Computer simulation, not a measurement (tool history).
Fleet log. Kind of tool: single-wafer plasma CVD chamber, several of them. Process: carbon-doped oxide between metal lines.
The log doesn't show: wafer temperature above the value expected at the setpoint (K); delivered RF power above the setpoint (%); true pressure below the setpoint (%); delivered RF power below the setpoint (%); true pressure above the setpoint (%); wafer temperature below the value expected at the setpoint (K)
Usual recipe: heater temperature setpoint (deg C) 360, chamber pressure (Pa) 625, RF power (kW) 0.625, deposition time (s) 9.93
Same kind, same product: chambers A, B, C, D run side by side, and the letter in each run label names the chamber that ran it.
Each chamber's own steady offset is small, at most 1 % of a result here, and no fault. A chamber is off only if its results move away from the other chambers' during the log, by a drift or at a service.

run,hour,heater temperature setpoint (deg C),chamber pressure (Pa),RF power (kW),deposition time (s),hours since the last thermocouple change,hours since the last RF generator calibration,hours since the last manometer calibration,"read-back reference wafer on the same gauge, thickness_nm",mean film thickness on the monitor wafer (angstrom)
1D,5.1,360,625,0.625,9.93,995.5,259.3,1851.2,62.726,577.03
2B,8.6,360,625,0.625,9.93,1064.4,593.2,733.1,62.711,571.21
3C,14.1,360,625,0.625,9.93,2781.8,847.6,1060.6,62.726,575.39
4A,17.1,360,625,0.625,9.93,496.4,719.6,177.2,62.74,575.73
5B,20.1,360,625,0.625,9.93,1075.9,604.7,744.6,62.765,572.72
6C,24.5,360,625,0.625,9.93,2792.2,858,1071,62.749,576.69
7D,28.3,360,625,0.625,9.93,1018.7,282.5,1874.4,62.737,577.66
8A,32.2,360,625,0.625,9.93,511.5,734.7,192.3,62.779,576.66
9C,38.1,360,625,0.625,9.93,2805.8,871.6,1084.6,62.783,575.57
10B,44.3,360,625,0.625,9.93,1100.1,628.9,768.8,62.794,572.73
11D,47.4,360,625,0.625,9.93,1037.8,301.6,1893.5,62.817,577.21
12A,51.1,360,625,0.625,9.93,530.4,753.6,211.2,62.807,576.22
13A,56.4,360,545,0.735,9.93,535.7,758.9,216.5,62.837,622.73
14D,61.9,360,545,0.735,9.93,1052.3,316.1,1908,62.841,626.96
15C,65.1,360,545,0.735,9.93,2832.8,898.6,1111.6,62.844,625.3
16B,71.4,360,545,0.735,9.93,1127.2,656,795.9,62.858,619.32
17D,75.7,360,625,0.625,9.93,1066.1,329.9,1921.8,62.865,578.85
# hour 77.9: chamber C: thermocouple changed; heater temperature recalibrated
18B,80.5,360,625,0.625,9.93,1136.3,665.1,805,62.861,573.65
19C,87,360,625,0.625,10.66,9.1,920.5,1133.5,62.904,619.9
20A,91.9,360,625,0.625,10.66,571.2,794.4,252,62.896,620.1
21D,95.9,360,625,0.625,10.66,1086.3,350.1,1942,62.902,621.25
22A,101.7,360,625,0.625,10.66,581,804.2,261.8,62.92,619.05
23C,105.9,360,625,0.625,9.93,28,939.4,1152.4,62.916,577.54
24B,110.6,360,625,0.625,9.93,1166.4,695.2,835.1,62.942,573.79
25A,115.6,360,625,0.625,9.93,594.9,818.1,275.7,62.939,578.12
26D,119.6,360,625,0.625,9.93,1110,373.8,1965.7,62.965,579.03

For the next run the whole fleet of 4 chambers uses the same settings. Give each chamber's results:
27A,124.5,360,625,0.625,9.93,,,,,?
27B,124.5,360,625,0.625,9.93,,,,,?
27C,124.5,360,625,0.625,9.93,,,,,?
27D,124.5,360,625,0.625,9.93,,,,,?

run,mean film thickness on the monitor wafer (angstrom)
27A,577.53
27B,573.66
27C,578.23
27D,578.28
